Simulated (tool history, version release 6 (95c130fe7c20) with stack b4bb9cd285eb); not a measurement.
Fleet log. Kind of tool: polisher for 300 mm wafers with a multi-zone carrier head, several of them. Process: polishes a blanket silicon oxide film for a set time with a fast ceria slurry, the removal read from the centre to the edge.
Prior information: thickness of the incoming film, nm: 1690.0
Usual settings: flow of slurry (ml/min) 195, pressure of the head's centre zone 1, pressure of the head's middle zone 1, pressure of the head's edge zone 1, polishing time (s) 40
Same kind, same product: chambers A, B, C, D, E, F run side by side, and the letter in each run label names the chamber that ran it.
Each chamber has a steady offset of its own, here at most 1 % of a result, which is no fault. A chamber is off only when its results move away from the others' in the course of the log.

run,hour,flow of slurry (ml/min),pressure of the head's centre zone,pressure of the head's middle zone,pressure of the head's edge zone,polishing time (s),wafers polished on this pad,hours since the slurry nozzle was cleaned,hours since the centre zone pressure was calibrated,hours since the edge zone pressure was calibrated,film removed at the wafer's centre (Å),film removed at mid-radius (Å),film removed at the wafer's edge (Å)
1F,5.1,195,1,1,1,40,897,429.4,730.5,715.3,6628.8,6728,6603
# hour 13.3: chamber C: worn pad replaced by a new one
# hour 14.2: chamber D: slurry nozzle cleaned
2E,15.1,195,1,1,1,40,525,579,174.4,205.2,6730.2,6827.5,6748.6
# hour 21.2: chamber F: worn pad replaced by a new one
3D,22.3,195,1,1,1,40,641,8.2,448.3,250.6,6739.3,6691.3,6666.1
4C,31,195,1,1,1,40,254,302.6,505.4,868.7,6490,6873.5,6625.1
5A,36.1,195,1,1,1,40,555,188,308.6,993.3,6703,6621.2,6634.4
# hour 39.5: chamber E: worn pad replaced by a new one
6B,45.7,195,1,1,1,40,1043,168.5,252.7,1256.2,6653.1,6705.8,6631.3
7B,53,195,1,1,1,40,1148,175.8,260,1263.5,6787.2,6487.8,6619.7
# hour 53.5: chamber D: worn pad replaced by a new one
8F,60.8,195,1,1,1,40,566,485.1,786.2,771,6611.1,6532.9,6629.3
# hour 61.1: chamber C: worn pad replaced by a new one
# hour 62.6: chamber E: slurry nozzle cleaned
# hour 65.7: chamber F: edge zone pressure recalibrated
9E,66.6,195,1,1,1,40,387,4.1,225.9,256.7,6587.7,6760.4,6658.3
# hour 73: chamber B: worn pad replaced by a new one
10A,74.8,195,1,1,1,40,1108,226.7,347.3,1032,6632.2,6585.4,6664.9
# hour 76.3: chamber A: worn pad replaced by a new one
11C,84.4,195,1,1,1,40,334,356,558.8,922.1,6648.8,6695.9,6653.3
12D,91.8,195,1,1,1,40,547,77.7,517.8,320.1,6715.8,6747,6662.5
# hour 97.3: chamber E: worn pad replaced by a new one
13B,98.6,195,1,1,1,40,367,221.4,305.6,1309.1,6818.7,6601.9,6619.6
# hour 99.6: chamber F: worn pad replaced by a new one
14D,105,195,1,1,1,40,736,90.9,531,333.3,6793.6,6621.4,6605.5
15A,113,195,1,0.91,0.91,40,524,264.9,385.5,1070.2,6756.8,6142.9,6358.2
# hour 113.9: chamber C: edge zone pressure recalibrated
# hour 117: chamber C: worn pad replaced by a new one
16C,118.6,195,1,0.91,0.91,40,23,390.2,593,4.8,6636,6041.4,6363.7
17E,124.3,195,1,0.91,0.91,40,387,61.8,283.6,314.4,6632,6100.6,6395.5
18F,130.1,195,1,0.91,0.91,40,436,554.4,855.5,64.5,6642,6094.3,6397.9
# hour 130.3: chamber D: centre zone pressure recalibrated
# hour 137.2: chamber D: edge zone pressure recalibrated
19E,137.5,195,1,0.91,0.91,40,576,75,296.8,327.6,6612.5,6119.5,6446.5
# hour 140.7: chamber C: slurry nozzle cleaned
# hour 145.4: chamber D: worn pad replaced by a new one
20A,146.2,195,1,0.91,0.91,40,999,298.1,418.7,1103.4,6654.6,6081.9,6345.6
# hour 146.4: chamber A: worn pad replaced by a new one
# hour 147.9: chamber B: edge zone pressure recalibrated
21F,155.9,195,1,1,1,40,805,580.2,881.3,90.3,6534.6,6637.6,6643.1
# hour 161.7: chamber E: worn pad replaced by a new one
22C,164,195,1,1,1,40,672,23.3,638.4,50.2,6729.2,6590.9,6667.9
23B,173.4,195,1,1,1,40,1436,296.2,380.4,25.6,6891.1,6660.2,6611.7
# hour 173.8: chamber F: worn pad replaced by a new one
# hour 178.7: chamber C: worn pad replaced by a new one
24D,180.7,195,1,1,1,40,505,166.6,50.5,43.6,6620.2,6708.5,6678.5
25D,190.5,195,1,1,1,40,645,176.4,60.3,53.4,6754.1,6719.3,6702.6
# hour 191.5: chamber B: worn pad replaced by a new one
26B,196.5,195,1,1,1,40,71,319.3,403.5,48.7,6906.3,6704.8,6676.4
27C,201.9,195,1,1,1,40,332,61.2,676.3,88.1,6599.9,6575.6,6705.5
28F,210.9,195,1,1,0.92,40,531,635.2,936.3,145.3,6588.2,6883.1,6466.6
# hour 213.7: chamber A: worn pad replaced by a new one
29A,219.4,195,1,1,0.92,40,82,371.3,491.9,1176.6,6675.6,6768.8,6303.2
30E,227.2,195,1,1,0.92,40,936,164.7,386.5,417.3,6634.2,6674.7,6431.6
# hour 228.2: chamber D: worn pad replaced by a new one
# hour 230.8: chamber E: worn pad replaced by a new one
31F,235.8,195,1,1,0.92,40,887,660.1,961.2,170.2,6659,6577.3,6385.7
# hour 241: chamber C: worn pad replaced by a new one
32B,243.8,195,1,1,0.92,40,747,366.6,450.8,96,7115.1,6523.7,6362.8
33D,249.4,195,1,1,0.92,40,304,235.3,119.2,112.3,6769.9,6711.7,6299.9
34E,253.7,195,0.92,1,1,40,328,191.2,413,443.8,6068.8,6758.2,6606.9
35A,259.7,195,0.92,1,1,40,658,411.6,532.2,1216.9,6151,6692.5,6693.6
36C,265.3,195,0.92,1,1,40,348,124.6,739.7,151.5,5954.7,6547.2,6727.6
37E,274.7,195,0.92,1,1,40,628,212.2,434,464.8,6089.4,6642.5,6659.5

Does one chamber stand apart from the rest, does the shared gauge drift, or is all well apart from small per-chamber offsets? Give the chamber and the most likely cause, where there is one.

It is chamber B that slowly wanders off from its peers.
Most likely cause: centre zone's pressure above its setpoint, % = 6.94.

Chamber B could run next with any of the 4 candidate recipes listed below; each alters the usual settings, and their results appear as question marks. Which one brings its results back in line with what the other chambers deliver on the usual settings?
A result is in line if it is within this distance of the other chambers' mean on the usual settings: film removed at the wafer's centre (Å) 210; film removed at mid-radius (Å) 340; film removed at the wafer's edge (Å) 170
38B-1,281.8,190,0.94,1.02,1.02,40,,,,,?,?,?
38B-2,281.8,200,1.11,0.96,0.97,40,,,,,?,?,?
38B-3,281.8,190,0.89,1.04,1.03,40,,,,,?,?,?
38B-4,281.8,200,1.06,0.98,0.98,40,,,,,?,?,?

Usual-settings mean across the other chambers: film removed at the wafer's centre (Å) 6648.3; film removed at mid-radius (Å) 6668; film removed at the wafer's edge (Å) 6645.6
run,film removed at the wafer's centre (Å),film removed at mid-radius (Å),film removed at the wafer's edge (Å)
38B-1,6638.6,6644.7,6682.1
38B-2,7996.8,6330.6,6549.3
38B-3,6259.1,6765.4,6715.2
38B-4,7614.5,6452,6582.7
Change 38B-1 lands the chamber within the allowed miss of the other chambers.
